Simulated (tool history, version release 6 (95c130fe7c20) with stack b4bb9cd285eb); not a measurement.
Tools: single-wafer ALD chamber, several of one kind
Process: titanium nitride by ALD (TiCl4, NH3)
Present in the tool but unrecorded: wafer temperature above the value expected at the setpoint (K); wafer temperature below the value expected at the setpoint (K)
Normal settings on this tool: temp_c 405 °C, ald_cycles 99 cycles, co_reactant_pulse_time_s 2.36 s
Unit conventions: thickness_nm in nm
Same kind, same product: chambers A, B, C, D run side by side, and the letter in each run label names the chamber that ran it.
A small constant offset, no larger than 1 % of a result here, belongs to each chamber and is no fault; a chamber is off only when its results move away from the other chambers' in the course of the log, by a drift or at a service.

run	day	temp_c	ald_cycles	co_reactant_pulse_time_s	hours since the last thermocouple change	read-back reference wafer on the same gauge, thickness_nm	thickness_nm
1B	0.238	405	99	2.36	724.6	2.6299	2.2018
2C	0.542	405	99	2.36	2537.9	2.6293	2.2031
3D	0.967	405	99	2.36	1009.2	2.6295	2.1858
4A	1.433	405	99	2.36	665.6	2.6282	2.1947
5C	1.842	405	99	2.36	2569.1	2.6276	2.2050
6B	2.208	405	99	2.36	771.9	2.6267	2.2002
7D	2.608	405	99	2.36	1048.6	2.6274	2.1808
8A	3.071	405	99	2.36	704.9	2.6245	2.1908
9B	3.504	405	99	2.36	803.0	2.6245	2.1965
# day 3.758: chamber C: thermocouple changed; heater temperature recalibrated
10D	3.896	405	99	2.36	1079.5	2.6241	2.1789
11C	4.404	405	99	2.36	15.5	2.6238	2.1968
12A	4.729	405	88	2.36	744.7	2.6228	1.9512
13C	4.967	405	88	2.36	29.0	2.6230	1.9575
14A	5.275	405	88	2.36	757.8	2.6239	1.9458
15D	5.725	405	88	2.36	1123.4	2.6220	1.9360
16B	6.138	405	99	2.36	866.2	2.6222	2.1946
17B	6.612	405	99	3.22	877.6	2.6203	2.2132
18A	6.950	405	99	3.22	798.0	2.6194	2.2106
19D	7.254	405	99	3.22	1160.1	2.6201	2.1912
20C	7.758	405	99	3.22	96.0	2.6193	2.2184
21D	8.021	405	99	2.36	1178.5	2.6191	2.1727
22A	8.462	405	99	2.36	834.3	2.6175	2.1833
23C	8.842	405	99	2.36	122.0	2.6177	2.1912
24B	9.229	405	99	3.09	940.4	2.6165	2.2119
25B	9.688	405	99	3.09	951.4	2.6159	2.2045
26D	10.154	405	99	3.09	1229.7	2.6161	2.1877
27C	10.583	405	99	3.09	163.8	2.6152	2.2202
28A	11.088	405	99	2.36	897.3	2.6158	2.1864
29A	11.546	405	114	2.66	908.3	2.6144	2.5262
30C	11.867	405	114	2.66	194.6	2.6135	2.5388
31D	12.162	405	114	2.66	1277.9	2.6139	2.5128

Next, every chamber runs the same settings. What will each give?
32A	12.533	405	89	2.36			?
32B	12.533	405	89	2.36			?
32C	12.533	405	89	2.36			?
32D	12.533	405	89	2.36			?

run	thickness_nm
32A	1.9640
32B	1.9738
32C	1.9689
32D	1.9503

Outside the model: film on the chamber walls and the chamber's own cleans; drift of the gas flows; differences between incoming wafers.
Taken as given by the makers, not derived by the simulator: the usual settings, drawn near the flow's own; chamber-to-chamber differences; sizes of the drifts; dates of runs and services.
